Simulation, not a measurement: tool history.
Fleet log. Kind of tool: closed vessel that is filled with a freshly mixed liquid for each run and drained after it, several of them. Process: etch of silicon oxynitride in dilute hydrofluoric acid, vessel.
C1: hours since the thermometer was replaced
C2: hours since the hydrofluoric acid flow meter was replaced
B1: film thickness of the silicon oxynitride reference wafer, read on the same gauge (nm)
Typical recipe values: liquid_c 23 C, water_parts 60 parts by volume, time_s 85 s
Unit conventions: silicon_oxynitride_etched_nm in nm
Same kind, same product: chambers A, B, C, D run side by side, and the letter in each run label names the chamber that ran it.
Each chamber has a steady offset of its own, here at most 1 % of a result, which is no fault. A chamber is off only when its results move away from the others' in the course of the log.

Run 1C, hour 8.7: usual settings; C1 500.5; C2 831.6; B1 59.929. Result: silicon_oxynitride_etched_nm 5.9941 nm.
Run 2D, hour 15: usual settings; C1 1556; C2 1064; B1 60.032. Result: silicon_oxynitride_etched_nm 6.0092 nm.
Run 3B, hour 21.6: usual settings; C1 337.7; C2 1746.8; B1 59.995. Result: silicon_oxynitride_etched_nm 5.9799 nm.
Run 4A, hour 28: usual settings; C1 371.4; C2 2031.9; B1 60.029. Result: silicon_oxynitride_etched_nm 6.0447 nm.
At hour 33.5: chamber C: hydrofluoric acid flow meter replaced.
Run 5B, hour 35.9: usual settings; C1 352; C2 1761.1; B1 59.986. Result: silicon_oxynitride_etched_nm 6.0229 nm.
Run 6A, hour 44.5: usual settings; C1 387.9; C2 2048.4; B1 60.007. Result: silicon_oxynitride_etched_nm 5.9938 nm.
Run 7D, hour 52.7: usual settings; C1 1593.7; C2 1101.7; B1 60.001. Result: silicon_oxynitride_etched_nm 6.0204 nm.
Run 8C, hour 61.3: usual settings; C1 553.1; C2 27.8; B1 59.982. Result: silicon_oxynitride_etched_nm 5.9482 nm.
At hour 65.1: chamber C: thermometer replaced.
Run 9B, hour 67: usual settings; C1 383.1; C2 1792.2; B1 59.996. Result: silicon_oxynitride_etched_nm 6.1059 nm.
Run 10A, hour 75.9: usual settings but time_s 110 s; C1 419.3; C2 2079.8; B1 60.003. Result: silicon_oxynitride_etched_nm 7.7569 nm.
Run 11D, hour 82.2: usual settings but time_s 110 s; C1 1623.2; C2 1131.2; B1 60.03. Result: silicon_oxynitride_etched_nm 7.9206 nm.
Run 12C, hour 89.2: usual settings but time_s 110 s; C1 24.1; C2 55.7; B1 59.989. Result: silicon_oxynitride_etched_nm 7.7243 nm.
Run 13D, hour 97.7: usual settings but time_s 110 s; C1 1638.7; C2 1146.7; B1 60.006. Result: silicon_oxynitride_etched_nm 8.0305 nm.
Run 14B, hour 102.3: usual settings; C1 418.4; C2 1827.5; B1 60.023. Result: silicon_oxynitride_etched_nm 6.1002 nm.
Run 15A, hour 110.1: usual settings; C1 453.5; C2 2114; B1 59.974. Result: silicon_oxynitride_etched_nm 5.9436 nm.
Run 16C, hour 115.9: usual settings; C1 50.8; C2 82.4; B1 60.037. Result: silicon_oxynitride_etched_nm 5.981 nm.
Run 17A, hour 125.5: usual settings; C1 468.9; C2 2129.4; B1 60.008. Result: silicon_oxynitride_etched_nm 6.0834 nm.
Run 18B, hour 133: usual settings; C1 449.1; C2 1858.2; B1 59.991. Result: silicon_oxynitride_etched_nm 6.0604 nm.
Run 19D, hour 139.2: usual settings; C1 1680.2; C2 1188.2; B1 59.983. Result: silicon_oxynitride_etched_nm 6.3104 nm.
Run 20C, hour 143.5: usual settings; C1 78.4; C2 110; B1 60.018. Result: silicon_oxynitride_etched_nm 5.9586 nm.
Run 21A, hour 152.8: usual settings; C1 496.2; C2 2156.7; B1 59.965. Result: silicon_oxynitride_etched_nm 6.0211 nm.
Run 22C, hour 162.1: usual settings; C1 97; C2 128.6; B1 60.032. Result: silicon_oxynitride_etched_nm 5.9627 nm.
At hour 170.3: chamber B: hydrofluoric acid flow meter replaced.
Run 23D, hour 171.1: usual settings; C1 1712.1; C2 1220.1; B1 60.009. Result: silicon_oxynitride_etched_nm 6.366 nm.
Run 24B, hour 176.7: usual settings; C1 492.8; C2 6.4; B1 60.006. Result: silicon_oxynitride_etched_nm 6.0624 nm.
Run 25A, hour 181.3: usual settings; C1 524.7; C2 2185.2; B1 59.954. Result: silicon_oxynitride_etched_nm 6.0577 nm.

Has any chamber moved away from the others, gradually or after a service, or does the common gauge drift, or do the chambers differ only by their own small steady offsets? State the chamber and the most likely cause if one applies.

It is chamber D that slowly wanders off from its peers.
Most likely cause: hydrofluoric acid flow above the setpoint (%) = 5.91.
The log may not separate it from: liquid hotter than its thermometer reads (K).

Chamber D could run next with any of the 4 candidate recipes listed below; each alters the usual settings, and their results appear as question marks. Which one brings its results back in line with what the other chambers deliver on the usual settings?
To be in line, a result may differ from the other chambers' mean on the usual settings by at most: silicon_oxynitride_etched_nm 0.13 nm
Run 26D-1, hour 188.2: usual settings but time_s 80 s. Result: silicon_oxynitride_etched_nm ?.
Run 26D-2, hour 188.2: usual settings but liquid_c 21 C. Result: silicon_oxynitride_etched_nm ?.
Run 26D-3, hour 188.2: usual settings but time_s 90 s. Result: silicon_oxynitride_etched_nm ?.
Run 26D-4, hour 188.2: usual settings but liquid_c 25 C. Result: silicon_oxynitride_etched_nm ?.

Average result of the remaining chambers running the usual settings: silicon_oxynitride_etched_nm 6.0243 nm
  run  silicon_oxynitride_etched_nm
26D-1                        6.0201
26D-2                        5.7924
26D-3                        6.7727
26D-4                        7.0523
Change 26D-1 lands the chamber within the allowed miss of the other chambers.
